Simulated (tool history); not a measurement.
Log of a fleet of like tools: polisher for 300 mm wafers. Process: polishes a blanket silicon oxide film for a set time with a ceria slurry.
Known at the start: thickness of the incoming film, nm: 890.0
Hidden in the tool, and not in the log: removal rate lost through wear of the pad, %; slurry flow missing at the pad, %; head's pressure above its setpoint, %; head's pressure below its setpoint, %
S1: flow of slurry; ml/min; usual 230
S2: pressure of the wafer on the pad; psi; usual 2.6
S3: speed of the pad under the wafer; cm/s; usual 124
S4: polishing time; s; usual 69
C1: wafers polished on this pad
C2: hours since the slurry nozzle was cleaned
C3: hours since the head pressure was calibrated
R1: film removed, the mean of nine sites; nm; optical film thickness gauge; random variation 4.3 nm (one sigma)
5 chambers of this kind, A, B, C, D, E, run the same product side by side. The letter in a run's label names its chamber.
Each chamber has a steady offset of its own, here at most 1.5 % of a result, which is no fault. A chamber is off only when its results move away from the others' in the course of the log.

run   hour   S1   S2   S3  S4    C1     C2     C3      R1
 1C    7.3  230  2.6  124  69  1129   77.3  306.6  362.57
 2A   11.4  230  2.6  124  69   224  752.3  272.8  359.52
      12.1  -- chamber B: worn pad replaced by a new one
 3D   15.8  230  2.6  124  69   655  366.8  543.3  361.71
      18.3  -- chamber C: worn pad replaced by a new one
 4E   24.2  230  2.6  124  69   926  189.5  519.2   350.8
 5B   30.9  230  2.6  124  69   257   37.2  328.5  357.14
 6E   37.5  230  2.6  124  69  1108  202.8  532.5  353.79
 7A   41.9  230  2.6  124  69   640  782.8  303.3  353.28
      42.9  -- chamber E: worn pad replaced by a new one
 8D   46.7  230  3.3  124  69  1076  397.7  574.2  447.41
 9B   53.9  230  3.3  124  69   571   60.2  351.5  443.86
      57.3  -- chamber A: worn pad replaced by a new one
10C   59.6  230  3.3  124  69   564  129.6  358.9  459.56
11A   64.1  230  3.3  124  69    92    805  325.5  451.67
12B   69.3  230  3.3  124  69   781   75.6  366.9  458.58
      70.4  -- chamber B: worn pad replaced by a new one
      72.7  -- chamber A: slurry nozzle cleaned
13D   74.3  230  2.6  124  69  1453  425.3  601.8  360.92
14E   78.3  230  2.6  124  69   484  243.6  573.3  346.14
      81.6  -- chamber B: head pressure recalibrated
15C   84.7  230  2.6  124  69   907  154.7    384  360.69
16E   91.4  230  2.6  124  69   663  256.7  586.4  357.36
17A  100.1  230  2.6  124  69   584   27.5  361.5  353.96
18B  106.7  230  1.9  124  69   495    113   25.2   263.2
       111  -- chamber C: worn pad replaced by a new one
19D  115.1  230  1.9  124  69  2010  466.1  642.6  253.24
     117.2  -- chamber A: worn pad replaced by a new one
20C  122.2  230  1.9  124  69   153  192.2  421.5  263.73
21B  127.8  230  1.9  124  69   783  134.1   46.3  263.45
     129.9  -- chamber E: worn pad replaced by a new one
22D  135.7  230  1.9  124  69  2292  486.7  663.2  253.44
     142.4  -- chamber B: worn pad replaced by a new one
23E  143.4  230  2.6  124  69   184  308.7  638.4  354.54
24A  148.2  230  2.6  124  69   424   75.6  409.6  355.12
25C  155.1  230  2.6  124  69   602  225.1  454.4  360.38
26E  160.3  230  2.6  124  69   415  325.6  655.3  362.51
27B  166.4  230  2.6  124  69   327  172.7   84.9  353.26
28C  170.5  230  2.6  124  69   812  240.5  469.8  357.79
29A  174.7  230  2.6  124  69   786  102.1  436.1  353.07
     179.8  -- chamber A: worn pad replaced by a new one
30D  182.9  230  2.6  124  69  2936  533.9  710.4  333.93
       184  -- chamber C: worn pad replaced by a new one
31D  191.3  230  2.6  124  69  3051  542.3  718.8   337.2
     195.5  -- chamber E: slurry nozzle cleaned
32B  198.1  230  2.6  124  69   760  204.4  116.6  357.19
33C  206.4  230  2.6  124  69   307  276.4  505.7  356.31
     207.2  -- chamber E: worn pad replaced by a new one
34E  213.2  230  2.6  162  51    82   17.7  708.2  341.47
     219.3  -- chamber A: head pressure recalibrated
35A  220.2  230  2.6  162  51   551  147.6      1  346.36
36E  224.5  230  2.6  162  51   237     29  719.5  342.01

All 5 chambers run these settings next. Forecast each chamber's results:
37A  230.7  230  2.6  124  69               ?
37B  230.7  230  2.6  124  69               ?
37C  230.7  230  2.6  124  69               ?
37D  230.7  230  2.6  124  69               ?
37E  230.7  230  2.6  124  69               ?

run      R1
37A  357.18
37B  358.33
37C  364.72
37D  324.46
37E  360.17

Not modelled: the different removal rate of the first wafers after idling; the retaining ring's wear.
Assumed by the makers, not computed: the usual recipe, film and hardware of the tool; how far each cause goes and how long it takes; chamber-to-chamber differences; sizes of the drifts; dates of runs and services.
